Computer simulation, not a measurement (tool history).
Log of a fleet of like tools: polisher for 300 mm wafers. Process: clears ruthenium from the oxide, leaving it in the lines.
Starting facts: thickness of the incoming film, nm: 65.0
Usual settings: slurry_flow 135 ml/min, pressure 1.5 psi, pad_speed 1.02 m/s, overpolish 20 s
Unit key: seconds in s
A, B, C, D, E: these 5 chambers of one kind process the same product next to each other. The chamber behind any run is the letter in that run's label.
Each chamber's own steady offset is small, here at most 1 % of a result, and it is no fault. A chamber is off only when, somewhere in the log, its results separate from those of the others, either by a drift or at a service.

run     day  slurry_flow  pressure  pad_speed  overpolish  seconds
      0.200  -- chamber C: worn pad replaced by a new one
 1A   0.571          135       1.5       1.02          20   90.588
 2C   0.888          135       1.5       1.02          20   92.867
 3D   1.500          135       1.5       1.02          20   90.495
      1.746  -- chamber D: worn pad replaced by a new one
 4B   2.108          135       1.5       1.02          20   92.940
 5E   2.750          135       1.5       1.02          20   91.173
      3.188  -- chamber B: worn pad replaced by a new one
 6C   3.208          135       1.5       1.02          20   93.166
      3.258  -- chamber C: head pressure recalibrated
 7D   3.746          135       1.5       1.02          20   91.887
 8E   4.083          135       1.5       1.02          20   90.372
      4.221  -- chamber E: slurry nozzle cleaned
      4.575  -- chamber E: worn pad replaced by a new one
 9A   4.683          135       1.5       1.02          20   91.174
10B   5.350          135       1.5       1.02          20   91.626
      5.533  -- chamber A: worn pad replaced by a new one
11E   5.946          135       1.5       1.02          20   92.389
      5.996  -- chamber C: worn pad replaced by a new one
      6.354  -- chamber D: slurry nozzle cleaned
12A   6.367          135       1.5       1.02          20   91.494
13B   6.712          135       1.5       1.02          20   89.157
14C   7.225          135       1.5       1.02          20   91.714
15D   7.612          135       1.5       1.02          20   93.265
16A   8.029          135       1.5       1.02          20   92.857
      8.371  -- chamber A: slurry nozzle cleaned
17E   8.667          135       1.5       1.02          20   92.063
18B   9.133          100       2.0       1.02          20   74.920
      9.283  -- chamber D: worn pad replaced by a new one
19D   9.658          100       2.0       1.02          20   72.413
      9.954  -- chamber B: worn pad replaced by a new one
     10.112  -- chamber B: slurry nozzle cleaned
20C  10.179          100       2.0       1.02          20   74.182
21B  10.604          100       2.0       1.02          20   73.977
     11.171  -- chamber E: worn pad replaced by a new one
22E  11.175          100       2.0       1.02          20   73.338
     11.492  -- chamber C: worn pad replaced by a new one
23C  11.742          135       1.5       1.02          20   90.429
     12.050  -- chamber D: head pressure recalibrated
24A  12.108          135       1.5       1.02          20   92.293
25D  12.492          135       1.5       1.02          20   91.610
26D  12.950          135       1.5       1.02          20   92.167
27A  13.275          135       1.5       1.30          20   72.173
28C  13.900          135       1.5       1.30          20   72.000
29B  14.425          135       1.5       1.30          20   71.664
     14.454  -- chamber A: worn pad replaced by a new one
30E  15.067          135       1.5       1.30          20   71.226
31D  15.392          135       1.5       1.30          20   71.492
     15.538  -- chamber E: slurry nozzle cleaned
32B  15.871          135       1.5       1.02          30   90.713
33E  16.454          135       1.5       1.02          30   90.808
     16.662  -- chamber C: worn pad replaced by a new one
34C  16.858          135       1.5       1.02          30   90.991
     17.100  -- chamber B: worn pad replaced by a new one
35A  17.212          135       1.5       1.02          30   91.187
36C  17.871          135       1.5       1.02          30   92.177
37E  18.408          135       1.5       1.02          20   90.277
38B  18.804          135       1.5       1.02          20   92.314

All 5 chambers run these settings next. Forecast each chamber's results:
39A  19.283          175       1.5       1.02          20        ?
39B  19.283          175       1.5       1.02          20        ?
39C  19.283          175       1.5       1.02          20        ?
39D  19.283          175       1.5       1.02          20        ?
39E  19.283          175       1.5       1.02          20        ?

run  seconds
39A   86.960
39B   87.521
39C   87.673
39D   87.299
39E   88.947
